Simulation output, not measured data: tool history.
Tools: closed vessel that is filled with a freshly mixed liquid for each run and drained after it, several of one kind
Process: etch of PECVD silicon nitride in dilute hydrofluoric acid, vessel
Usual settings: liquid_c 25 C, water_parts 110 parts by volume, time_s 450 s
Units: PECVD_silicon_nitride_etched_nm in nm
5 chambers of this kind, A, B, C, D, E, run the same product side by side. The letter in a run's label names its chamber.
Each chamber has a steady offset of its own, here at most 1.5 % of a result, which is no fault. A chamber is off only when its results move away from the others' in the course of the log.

run   hour  liquid_c  water_parts  time_s  read-back film thickness of the PECVD silicon nitride reference wafer, read on the same gauge (nm)  PECVD_silicon_nitride_etched_nm
 1E    5.7        25          110     450                                                                                              50.001                           17.238
 2A   11.0        25          110     450                                                                                              50.007                           17.154
 3C   20.8        25          110     450                                                                                              49.963                           16.938
 4B   26.9        25          110     450                                                                                              49.967                           16.936
 5D   35.4        25          110     450                                                                                              49.966                           17.176
 6D   40.8        25          110     450                                                                                              50.013                           17.021
 7A   49.1        25           85     450                                                                                              49.971                           22.470
 8C   55.4        25           85     450                                                                                              50.028                           22.188
 9E   63.1        25           85     450                                                                                              50.017                           22.003
10B   71.2        25           85     450                                                                                              49.957                           21.616
11E   78.0        25           85     450                                                                                              49.981                           22.060
12A   89.2        25          110     450                                                                                              50.009                           17.131
      93.9  -- chamber D: hydrofluoric acid flow meter replaced
13C   96.4        25          130     450                                                                                              50.008                           14.453
14B  101.6        25          130     450                                                                                              50.016                           14.349
15D  107.6        25          130     450                                                                                              49.990                           14.698
16E  115.2        25          130     450                                                                                              49.998                           14.469
17D  122.3        25          130     450                                                                                              50.021                           14.515
18C  129.2        25          110     450                                                                                              49.974                           17.166
19A  135.3        25          110     450                                                                                              49.997                           17.283
20B  140.5        25          110     450                                                                                              49.977                           16.827
21B  146.7        25          110     450                                                                                              50.033                           17.028
22A  152.1        25          110     450                                                                                              50.020                           17.162
23C  163.6        25          110     450                                                                                              50.001                           17.157
24D  173.1        25          110     450                                                                                              50.011                           17.435
25E  180.7        25          110     450                                                                                              50.026                           16.412
     183.6  -- chamber A: hydrofluoric acid flow meter replaced
26B  189.1        25          110     450                                                                                              49.970                           16.933
27A  197.1        25          110     450                                                                                              50.008                           17.296
28D  205.9        25          110     450                                                                                              49.998                           17.015
29E  216.1        25          110     450                                                                                              49.978                           16.309
30C  221.6        25          110     450                                                                                              50.007                           17.139
31C  230.0        25          110     450                                                                                              50.002                           17.217
32E  239.6        25          110     450                                                                                              49.977                           16.159

All 5 chambers run these settings next. Forecast each chamber's results:
33A  247.8        25           65     450                                                                                                                                    ?
33B  247.8        25           65     450                                                                                                                                    ?
33C  247.8        25           65     450                                                                                                                                    ?
33D  247.8        25           65     450                                                                                                                                    ?
33E  247.8        25           65     450                                                                                                                                    ?

run  PECVD_silicon_nitride_etched_nm
33A                           29.029
33B                           27.974
33C                           28.715
33D                           28.447
33E                           26.551
